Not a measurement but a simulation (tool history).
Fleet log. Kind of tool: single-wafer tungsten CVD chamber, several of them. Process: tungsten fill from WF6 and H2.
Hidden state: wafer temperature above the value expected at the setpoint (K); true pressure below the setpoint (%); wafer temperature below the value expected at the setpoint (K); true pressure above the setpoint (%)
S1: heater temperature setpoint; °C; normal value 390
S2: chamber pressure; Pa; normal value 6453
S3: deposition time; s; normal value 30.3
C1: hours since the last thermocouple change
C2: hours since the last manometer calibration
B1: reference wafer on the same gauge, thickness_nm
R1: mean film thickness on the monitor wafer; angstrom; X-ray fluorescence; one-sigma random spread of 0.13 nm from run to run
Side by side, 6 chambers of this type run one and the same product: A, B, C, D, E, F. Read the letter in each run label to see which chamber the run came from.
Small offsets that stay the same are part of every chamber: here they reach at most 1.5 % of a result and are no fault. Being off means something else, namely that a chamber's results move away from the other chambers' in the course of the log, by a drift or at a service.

run   hour   S1    S2    S3      C1      C2      B1       R1
 1C    7.7  390  6453  30.3   667.5  1228.2  79.003   908.31
 2D   14.8  390  6453  30.3  2034.9  1308.3  78.993   909.06
 3A   21.9  390  6453  30.3   619.3    99.3  78.951   898.33
 4B   26.6  390  6453  30.3   537.4   213.9  78.949   909.00
 5F   33.3  390  6453  30.3   970.6  1933.9  78.929   907.12
 6E   37.8  390  6453  30.3   599.7  1429.4  78.946   906.61
 7F   46.6  390  6453  30.3   983.9  1947.2  78.936   906.18
 8C   54.9  378  6453  33.8   714.7  1275.4  78.939   795.50
 9E   61.9  378  6453  33.8   623.8  1453.5  78.895   794.93
10D   67.4  378  6453  33.8  2087.5  1360.9  78.893   800.60
11B   75.6  378  6453  33.8   586.4   262.9  78.885   801.66
      75.8  -- chamber F: capacitance manometer re-zeroed and calibrated
12A   84.8  378  6453  33.8   682.2   162.2  78.863   787.68
13B   91.1  378  6453  33.8   601.9   278.4  78.832   800.95
14D   99.2  390  6453  30.3  2119.3  1392.7  78.837   910.44
15A  106.9  390  5000  30.3   704.3   184.3  78.814   796.57
16F  112.2  390  5000  30.3  1049.5    36.4  78.792   803.65
17C  119.8  390  5000  30.3   779.6  1340.3  78.782   803.45
18E  125.1  390  5000  30.3   687.0  1516.7  78.772   806.64
19E  129.3  390  5000  30.3   691.2  1520.9  78.744   803.89
20D  136.3  390  5000  30.3  2156.4  1429.8  78.806   806.67
21F  143.7  390  6453  30.3  1081.0    67.9  78.758   903.93
22C  149.7  390  6453  30.3   809.5  1370.2  78.745   904.53
23B  155.4  390  6453  30.3   666.2   342.7  78.748   905.21
24A  164.3  390  6453  30.3   761.7   241.7  78.717   897.67
25B  172.0  390  6453  30.3   682.8   359.3  78.697   905.69
26C  178.8  390  6453  30.3   838.6  1399.3  78.715   906.40
27E  187.5  390  6453  30.3   749.4  1579.1  78.686   904.65
28A  192.2  390  6453  30.3   789.6   269.6  78.672   895.76
29D  198.1  390  6453  30.3  2218.2  1491.6  78.642   907.13
30F  202.2  390  7226  35.9  1139.5   126.4  78.621  1128.10
31D  206.9  390  7226  35.9  2227.0  1500.4  78.643  1132.70
     207.8  -- chamber C: capacitance manometer re-zeroed and calibrated
32E  215.7  390  7226  35.9   777.6  1607.3  78.652  1123.10
     222.8  -- chamber D: capacitance manometer re-zeroed and calibrated
33A  223.0  390  7226  35.9   820.4   300.4  78.625  1116.90
34B  228.2  390  7226  35.9   739.0   415.5  78.574  1128.20
35C  234.8  390  7226  35.9   894.6    27.0  78.599  1123.40
36F  241.4  390  6453  30.3  1178.7   165.6  78.593   901.29
37E  247.2  390  6453  30.3   809.1  1638.8  78.571   900.80
38D  251.5  390  6453  30.3  2271.6    28.7  78.530   907.45
39A  257.1  390  6453  30.3   854.5   334.5  78.541   894.30
40B  264.7  390  6453  30.3   775.5   452.0  78.555   901.71
41F  270.1  390  6453  30.3  1207.4   194.3  78.536   902.66

Decide between three cases: one chamber stands off from its peers, the gauge reading all wafers drifts, or nothing is wrong past each chamber's small offset. Where a chamber is off, say which and what most likely put it there.

No chamber is off; the gauge reading every chamber's wafers drifts, which makes the whole fleet appear to move together.
Most likely cause: gauge reads low (%) = 0.606.
